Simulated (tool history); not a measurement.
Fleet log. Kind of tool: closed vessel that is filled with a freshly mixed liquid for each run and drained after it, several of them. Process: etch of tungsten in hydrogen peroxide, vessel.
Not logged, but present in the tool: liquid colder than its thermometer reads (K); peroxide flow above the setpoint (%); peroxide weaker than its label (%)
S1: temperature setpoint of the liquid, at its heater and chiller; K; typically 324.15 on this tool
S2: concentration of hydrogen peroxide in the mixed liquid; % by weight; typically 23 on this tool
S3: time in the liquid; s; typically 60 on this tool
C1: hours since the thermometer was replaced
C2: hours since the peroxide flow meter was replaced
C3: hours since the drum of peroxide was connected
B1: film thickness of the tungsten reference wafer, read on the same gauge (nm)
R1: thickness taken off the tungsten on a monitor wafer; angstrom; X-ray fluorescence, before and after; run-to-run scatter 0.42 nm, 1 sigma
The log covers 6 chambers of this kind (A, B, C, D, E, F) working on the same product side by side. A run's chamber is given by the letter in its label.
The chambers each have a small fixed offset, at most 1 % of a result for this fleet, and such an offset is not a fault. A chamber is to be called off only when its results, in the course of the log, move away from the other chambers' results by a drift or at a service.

run 1E hour=5.5 | S1=324.15 S2=23 S3=60 | C1=2212.1 C2=392.8 C3=228 | B1=60.012 | R1=576.6
run 2A hour=9 | S1=324.15 S2=23 S3=60 | C1=36 C2=420.4 C3=977.3 | B1=59.977 | R1=575.53
run 3C hour=13.9 | S1=324.15 S2=23 S3=60 | C1=2298.3 C2=2609.8 C3=712.5 | B1=60.012 | R1=571.72
run 4B hour=21.1 | S1=324.15 S2=23 S3=60 | C1=191.5 C2=679.1 C3=370.7 | B1=60.015 | R1=574
run 5D hour=26.4 | S1=324.15 S2=23 S3=60 | C1=913.6 C2=1192.9 C3=365.3 | B1=59.991 | R1=573.52
run 6F hour=31 | S1=324.15 S2=27.5 S3=60 | C1=1963.8 C2=461.9 C3=917.2 | B1=59.997 | R1=625.16
run 7B hour=37.9 | S1=324.15 S2=27.5 S3=60 | C1=208.3 C2=695.9 C3=387.5 | B1=59.997 | R1=632.66
-- hour=40.5 chamber F: new drum of peroxide connected
-- hour=41.9 chamber D: peroxide flow meter replaced
run 8A hour=42.2 | S1=324.15 S2=27.5 S3=60 | C1=69.2 C2=453.6 C3=1010.5 | B1=59.981 | R1=626.25
run 9F hour=48.7 | S1=324.15 S2=27.5 S3=60 | C1=1981.5 C2=479.6 C3=8.2 | B1=59.996 | R1=623.02
-- hour=49.8 chamber C: peroxide flow meter replaced
-- hour=53.8 chamber D: new drum of peroxide connected
run 10C hour=54.4 | S1=324.15 S2=27.5 S3=60 | C1=2338.8 C2=4.6 C3=753 | B1=60.02 | R1=619.56
run 11E hour=58.7 | S1=324.15 S2=27.5 S3=60 | C1=2265.3 C2=446 C3=281.2 | B1=60.023 | R1=631.66
run 12D hour=62.8 | S1=324.15 S2=23 S3=60 | C1=950 C2=20.9 C3=9 | B1=59.985 | R1=573.32
run 13A hour=66.4 | S1=324.15 S2=23 S3=60 | C1=93.4 C2=477.8 C3=1034.7 | B1=60.017 | R1=569.45
run 14E hour=70.7 | S1=324.15 S2=18 S3=80 | C1=2277.3 C2=458 C3=293.2 | B1=59.993 | R1=675.67
run 15C hour=76.3 | S1=324.15 S2=18 S3=80 | C1=2360.7 C2=26.5 C3=774.9 | B1=60.005 | R1=685.13
run 16F hour=83 | S1=324.15 S2=18 S3=80 | C1=2015.8 C2=513.9 C3=42.5 | B1=59.994 | R1=672.38
run 17B hour=87 | S1=324.15 S2=18 S3=80 | C1=257.4 C2=745 C3=436.6 | B1=60.022 | R1=687.59
run 18D hour=94.1 | S1=324.15 S2=18 S3=80 | C1=981.3 C2=52.2 C3=40.3 | B1=59.998 | R1=670.5
run 19E hour=99.5 | S1=324.15 S2=18 S3=80 | C1=2306.1 C2=486.8 C3=322 | B1=60.018 | R1=678.51
run 20D hour=103 | S1=324.15 S2=23 S3=60 | C1=990.2 C2=61.1 C3=49.2 | B1=60.009 | R1=555.79
run 21F hour=107.1 | S1=324.15 S2=23 S3=60 | C1=2039.9 C2=538 C3=66.6 | B1=60.011 | R1=576.32
run 22B hour=110.5 | S1=324.15 S2=23 S3=60 | C1=280.9 C2=768.5 C3=460.1 | B1=59.999 | R1=579.49
run 23A hour=113.9 | S1=324.15 S2=23 S3=60 | C1=140.9 C2=525.3 C3=1082.2 | B1=59.998 | R1=576.95
run 24C hour=120.9 | S1=324.15 S2=23 S3=60 | C1=2405.3 C2=71.1 C3=819.5 | B1=60.014 | R1=575.37
run 25B hour=128.1 | S1=324.15 S2=23 S3=60 | C1=298.5 C2=786.1 C3=477.7 | B1=59.969 | R1=577.42
run 26E hour=135.4 | S1=324.15 S2=23 S3=60 | C1=2342 C2=522.7 C3=357.9 | B1=60.009 | R1=574.97
-- hour=139.2 chamber A: new drum of peroxide connected
-- hour=139.9 chamber A: peroxide flow meter replaced
run 27D hour=141.1 | S1=324.15 S2=23 S3=60 | C1=1028.3 C2=99.2 C3=87.3 | B1=60.004 | R1=548.16
run 28F hour=147 | S1=324.15 S2=23 S3=60 | C1=2079.8 C2=577.9 C3=106.5 | B1=59.997 | R1=576.03
run 29A hour=150.2 | S1=324.15 S2=23 S3=60 | C1=177.2 C2=10.3 C3=11 | B1=60.004 | R1=575.12
run 30C hour=154.3 | S1=324.15 S2=23 S3=60 | C1=2438.7 C2=104.5 C3=852.9 | B1=60.005 | R1=576.63
-- hour=157.7 chamber C: thermometer replaced
run 31E hour=161.3 | S1=324.15 S2=23 S3=60 | C1=2367.9 C2=548.6 C3=383.8 | B1=60.008 | R1=575.31
run 32D hour=165.4 | S1=324.15 S2=23 S3=60 | C1=1052.6 C2=123.5 C3=111.6 | B1=59.996 | R1=548.29
run 33A hour=171.9 | S1=324.15 S2=23 S3=60 | C1=198.9 C2=32 C3=32.7 | B1=60.006 | R1=577.8
run 34C hour=176.1 | S1=324.15 S2=23 S3=60 | C1=18.5 C2=126.3 C3=874.7 | B1=60.018 | R1=582.03
run 35B hour=180.5 | S1=324.15 S2=23 S3=60 | C1=350.9 C2=838.5 C3=530.1 | B1=59.992 | R1=578.42
run 36F hour=186.9 | S1=324.15 S2=23 S3=60 | C1=2119.7 C2=617.8 C3=146.4 | B1=60.003 | R1=573.51
run 37B hour=193 | S1=324.15 S2=23 S3=60 | C1=363.4 C2=851 C3=542.6 | B1=60.017 | R1=581.02
run 38A hour=200.4 | S1=324.15 S2=23 S3=60 | C1=227.4 C2=60.5 C3=61.2 | B1=59.992 | R1=564.2
run 39F hour=205.4 | S1=324.15 S2=23 S3=60 | C1=2138.2 C2=636.3 C3=164.9 | B1=60.003 | R1=567.95
run 40E hour=209.3 | S1=324.15 S2=23 S3=60 | C1=2415.9 C2=596.6 C3=431.8 | B1=60.007 | R1=574.9

Is one chamber out of step, is the gauge drifting, or do the chambers differ by no more than their own small offsets? For an off chamber, give its letter and the likeliest cause.

Chamber D drifts away from the others.
Cause: liquid colder than its thermometer reads (K) = 1.25.

Chamber D could run next with any of the 4 candidate recipes listed below; each alters the usual settings, and their results appear as question marks. Which one brings its results back in line with what the other chambers deliver on the usual settings?
Allowed miss from the other chambers' usual-settings mean, per result, to count as in line: R1 14 angstrom
run 41D-1 hour=214.6 | S1=321.65 S2=22.5 S3=60 | R1=?
run 41D-2 hour=214.6 | S1=324.15 S2=23 S3=70 | R1=?
run 41D-3 hour=214.6 | S1=324.15 S2=19.5 S3=60 | R1=?
run 41D-4 hour=214.6 | S1=324.15 S2=23 S3=65 | R1=?

Average result of the remaining chambers running the usual settings: R1 575.09 angstrom
run=41D-1 R1=451.91
run=41D-2 R1=622.04
run=41D-3 R1=490.28
run=41D-4 R1=577.6
With 41D-4, the chamber falls back in line with the rest.

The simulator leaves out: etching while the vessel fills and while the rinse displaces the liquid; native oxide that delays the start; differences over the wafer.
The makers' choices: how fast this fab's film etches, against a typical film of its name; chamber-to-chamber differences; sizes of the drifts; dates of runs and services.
